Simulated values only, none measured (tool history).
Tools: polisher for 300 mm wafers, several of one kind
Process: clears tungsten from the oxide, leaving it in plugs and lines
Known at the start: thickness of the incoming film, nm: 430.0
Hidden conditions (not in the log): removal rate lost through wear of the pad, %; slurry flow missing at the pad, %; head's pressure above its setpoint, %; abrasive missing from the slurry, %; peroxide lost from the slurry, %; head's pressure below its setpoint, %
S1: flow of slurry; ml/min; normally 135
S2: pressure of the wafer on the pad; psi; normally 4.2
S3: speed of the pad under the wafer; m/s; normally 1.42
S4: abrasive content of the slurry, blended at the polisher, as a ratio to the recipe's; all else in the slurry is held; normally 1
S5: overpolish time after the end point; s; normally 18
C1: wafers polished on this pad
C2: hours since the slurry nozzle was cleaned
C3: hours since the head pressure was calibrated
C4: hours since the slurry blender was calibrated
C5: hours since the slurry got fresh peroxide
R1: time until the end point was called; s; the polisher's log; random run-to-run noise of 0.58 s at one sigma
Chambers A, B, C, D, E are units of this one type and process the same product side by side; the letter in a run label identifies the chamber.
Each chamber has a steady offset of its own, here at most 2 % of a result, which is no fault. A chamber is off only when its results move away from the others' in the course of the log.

| run | day | S1 | S2 | S3 | S4 | S5 | C1 | C2 | C3 | C4 | C5 | R1 |
|---|---|---|---|---|---|---|---|---|---|---|---|---|
| 1A | 0.217 | 135 | 4.2 | 1.42 | 1 | 18 | 342 | 656.1 | 447.2 | 268.1 | 37.4 | 61.801 |
|  | 0.233 | chamber B: slurry blender recalibrated |
|  | 0.283 | chamber B: slurry tank refilled with fresh slurry and peroxide |
|  | 0.346 | chamber E: worn pad replaced by a new one |
| 2E | 0.396 | 135 | 4.2 | 1.42 | 1 | 18 | 11 | 220.8 | 132.1 | 309.6 | 75.5 | 63.106 |
| 3B | 0.558 | 135 | 4.2 | 1.42 | 1 | 18 | 357 | 286.9 | 181.5 | 7.9 | 6.6 | 59.44 |
|  | 0.767 | chamber A: slurry blender recalibrated |
| 4C | 0.779 | 135 | 4.2 | 1.42 | 1 | 18 | 348 | 90.2 | 344.6 | 51.9 | 57.8 | 60.809 |
|  | 0.825 | chamber E: slurry blender recalibrated |
| 5D | 0.908 | 135 | 4.2 | 1.42 | 1 | 18 | 305 | 118.1 | 380.9 | 361 | 45.1 | 61.661 |
| 6E | 1.162 | 135 | 4.2 | 1.42 | 1 | 18 | 170 | 239.2 | 150.5 | 8.2 | 93.9 | 61.038 |
| 7A | 1.396 | 135 | 4.2 | 1.42 | 1 | 18 | 588 | 684.4 | 475.5 | 15.2 | 65.7 | 62.44 |
| 8D | 1.542 | 135 | 4.2 | 1.42 | 1 | 18 | 437 | 133.3 | 396.1 | 376.2 | 60.3 | 61.107 |
|  | 1.6 | chamber C: worn pad replaced by a new one |
| 9B | 1.804 | 135 | 5.4 | 1.42 | 1 | 18 | 616 | 316.8 | 211.4 | 37.8 | 36.5 | 46.907 |
| 10C | 1.992 | 135 | 5.4 | 1.42 | 1 | 18 | 81 | 119.3 | 373.7 | 81 | 86.9 | 47.22 |
| 11E | 2.15 | 135 | 5.4 | 1.42 | 1 | 18 | 376 | 262.9 | 174.2 | 31.9 | 117.6 | 47.274 |
| 12A | 2.329 | 135 | 5.4 | 1.42 | 1 | 18 | 782 | 706.8 | 497.9 | 37.6 | 88.1 | 48.76 |
|  | 2.333 | chamber B: worn pad replaced by a new one |
|  | 2.429 | chamber D: slurry blender recalibrated |
| 13C | 2.579 | 135 | 5.4 | 1.42 | 1 | 18 | 204 | 133.4 | 387.8 | 95.1 | 101 | 47.742 |
| 14B | 2.788 | 135 | 4.2 | 1.42 | 1 | 18 | 95 | 340.4 | 235 | 61.4 | 60.1 | 61.645 |
|  | 2.838 | chamber E: slurry tank refilled with fresh slurry and peroxide |
| 15D | 3.021 | 135 | 4.2 | 1.42 | 1 | 18 | 745 | 168.8 | 431.6 | 14.2 | 95.8 | 60.737 |
|  | 3.092 | chamber E: worn pad replaced by a new one |
| 16A | 3.221 | 135 | 4.2 | 1.42 | 1 | 18 | 968 | 728.2 | 519.3 | 59 | 109.5 | 62.252 |
| 17C | 3.404 | 135 | 4.2 | 1.42 | 1 | 18 | 375 | 153.2 | 407.6 | 114.9 | 120.8 | 61.42 |
|  | 3.542 | chamber C: slurry tank refilled with fresh slurry and peroxide |
| 18D | 3.65 | 135 | 4.2 | 1.42 | 1 | 18 | 875 | 183.9 | 446.7 | 29.3 | 110.9 | 61.687 |
|  | 3.792 | chamber C: worn pad replaced by a new one |
| 19E | 3.796 | 135 | 4.2 | 1.42 | 1 | 18 | 146 | 302.4 | 213.7 | 71.4 | 23.1 | 65.043 |
|  | 3.925 | chamber D: slurry tank refilled with fresh slurry and peroxide |
| 20B | 4.029 | 135 | 4.2 | 1.42 | 1 | 18 | 353 | 370.2 | 264.8 | 91.2 | 89.9 | 60.883 |
| 21B | 4.242 | 135 | 4.2 | 1.42 | 1 | 18 | 397 | 375.3 | 269.9 | 96.3 | 95 | 60.041 |
| 22D | 4.471 | 135 | 4.2 | 1.42 | 1 | 18 | 1046 | 203.6 | 466.4 | 49 | 13.1 | 60.336 |
| 23C | 4.621 | 135 | 4.2 | 1.42 | 1 | 18 | 173 | 182.4 | 436.8 | 144.1 | 26 | 61.226 |
|  | 4.667 | chamber D: worn pad replaced by a new one |
|  | 4.9 | chamber A: worn pad replaced by a new one |
| 24E | 4.912 | 135 | 4.2 | 1.42 | 1 | 18 | 379 | 329.2 | 240.5 | 98.2 | 49.9 | 67.813 |
|  | 5.004 | chamber B: slurry blender recalibrated |
| 25A | 5.112 | 135 | 4.2 | 1.42 | 1 | 18 | 44 | 773.6 | 564.7 | 104.4 | 154.9 | 62.406 |
| 26C | 5.267 | 135 | 4.2 | 1.42 | 1 | 18 | 307 | 197.9 | 452.3 | 159.6 | 41.5 | 61.363 |
|  | 5.379 | chamber A: slurry tank refilled with fresh slurry and peroxide |
| 27B | 5.538 | 135 | 4.2 | 1.42 | 1 | 9 | 667 | 406.4 | 301 | 12.8 | 126.1 | 61.64 |
| 28E | 5.754 | 135 | 4.2 | 1.42 | 1 | 9 | 554 | 349.4 | 260.7 | 118.4 | 70.1 | 68.722 |
|  | 5.804 | chamber D: head pressure recalibrated |
| 29D | 5.921 | 135 | 4.2 | 1.42 | 1 | 9 | 261 | 238.4 | 2.9 | 83.8 | 47.9 | 60.439 |
| 30A | 6.121 | 135 | 4.2 | 1.42 | 1 | 9 | 254 | 797.8 | 588.9 | 128.6 | 17.8 | 61.901 |
| 31D | 6.308 | 135 | 4.2 | 1.42 | 1 | 9 | 342 | 247.7 | 12.2 | 93.1 | 57.2 | 61.206 |

All 5 chambers run these settings next. Forecast each chamber's results:
| 32A | 6.517 | 135 | 4.2 | 1.42 | 1 | 18 |  |  |  |  |  | ? |
| 32B | 6.517 | 135 | 4.2 | 1.42 | 1 | 18 |  |  |  |  |  | ? |
| 32C | 6.517 | 135 | 4.2 | 1.42 | 1 | 18 |  |  |  |  |  | ? |
| 32D | 6.517 | 135 | 4.2 | 1.42 | 1 | 18 |  |  |  |  |  | ? |
| 32E | 6.517 | 135 | 4.2 | 1.42 | 1 | 18 |  |  |  |  |  | ? |

| run | R1 |
|---|---|
| 32A | 61.554 |
| 32B | 60.207 |
| 32C | 60.188 |
| 32D | 61.715 |
| 32E | 71.381 |

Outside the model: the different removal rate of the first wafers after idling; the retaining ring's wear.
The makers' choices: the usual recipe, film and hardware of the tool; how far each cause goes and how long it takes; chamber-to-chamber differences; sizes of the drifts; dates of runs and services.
